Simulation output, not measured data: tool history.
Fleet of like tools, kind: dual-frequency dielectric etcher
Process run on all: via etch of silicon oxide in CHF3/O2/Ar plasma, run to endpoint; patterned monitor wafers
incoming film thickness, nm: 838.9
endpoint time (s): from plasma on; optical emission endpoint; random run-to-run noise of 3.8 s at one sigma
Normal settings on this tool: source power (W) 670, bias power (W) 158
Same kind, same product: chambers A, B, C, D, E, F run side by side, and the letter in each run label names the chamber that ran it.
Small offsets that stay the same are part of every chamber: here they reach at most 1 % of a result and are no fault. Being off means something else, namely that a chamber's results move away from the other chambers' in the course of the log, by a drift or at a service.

run,hour,source power (W),bias power (W),endpoint time (s)
1D,6.8,670,158,433.34
2A,17.9,670,158,423.64
3C,27.2,670,158,421.99
4F,36.2,670,158,425.95
5B,46.7,670,133,449.36
# hour 58.9: chamber B: wet clean of the chamber
6E,59.7,670,133,445.97
7C,68.4,670,133,440.05
8B,75.6,670,133,448.36
9A,88.4,670,133,445.41
10F,98.1,670,133,448.34
# hour 103.8: chamber C: wet clean of the chamber
11D,109.8,670,158,425.91
12E,122.3,670,158,419.49
13B,131.2,670,158,427.33
# hour 132.9: chamber D: wet clean of the chamber
14A,138.4,670,158,425.18
15C,150.7,670,158,417.81
16F,162.1,670,158,419.04
17D,174.2,670,158,416.66
18E,182.5,670,158,424.99
19A,192.3,670,158,427.40
20F,200.7,670,158,416.42
21E,207.8,670,158,420.56
# hour 214.1: chamber D: source power generator calibrated
22B,214.5,670,158,423.07
# hour 217.5: chamber F: wet clean of the chamber
23D,224.1,670,158,422.50
24C,233.1,670,158,421.43
25C,246.1,670,158,418.46
26E,258.9,670,158,422.64
27B,265.8,670,158,431.53
28A,274.3,670,158,426.96
29F,285.0,670,158,418.89
30D,292.2,760,137,423.61
# hour 299.3: chamber A: wet clean of the chamber
# hour 302.8: chamber E: wet clean of the chamber
31E,303.3,760,137,421.30
32C,313.1,760,137,414.62
33F,320.8,760,137,420.57
34B,333.3,760,137,421.39
35D,343.9,760,137,427.21
36A,353.5,670,158,429.15
37B,360.8,670,158,413.64
38D,371.3,670,158,417.05
39A,383.7,670,158,427.85
40E,393.5,590,120,485.83
41F,400.6,590,120,489.63
42C,408.8,590,120,476.61
43F,416.4,590,120,485.71

Which is it: a chamber that has drifted or been left off by a service, a gauge drift common to all chambers, or only each chamber's usual small offset? If a chamber is off, name it and its likeliest cause.

The fleet is healthy, with each chamber sitting at its usual small offset and no drift in the gauge.

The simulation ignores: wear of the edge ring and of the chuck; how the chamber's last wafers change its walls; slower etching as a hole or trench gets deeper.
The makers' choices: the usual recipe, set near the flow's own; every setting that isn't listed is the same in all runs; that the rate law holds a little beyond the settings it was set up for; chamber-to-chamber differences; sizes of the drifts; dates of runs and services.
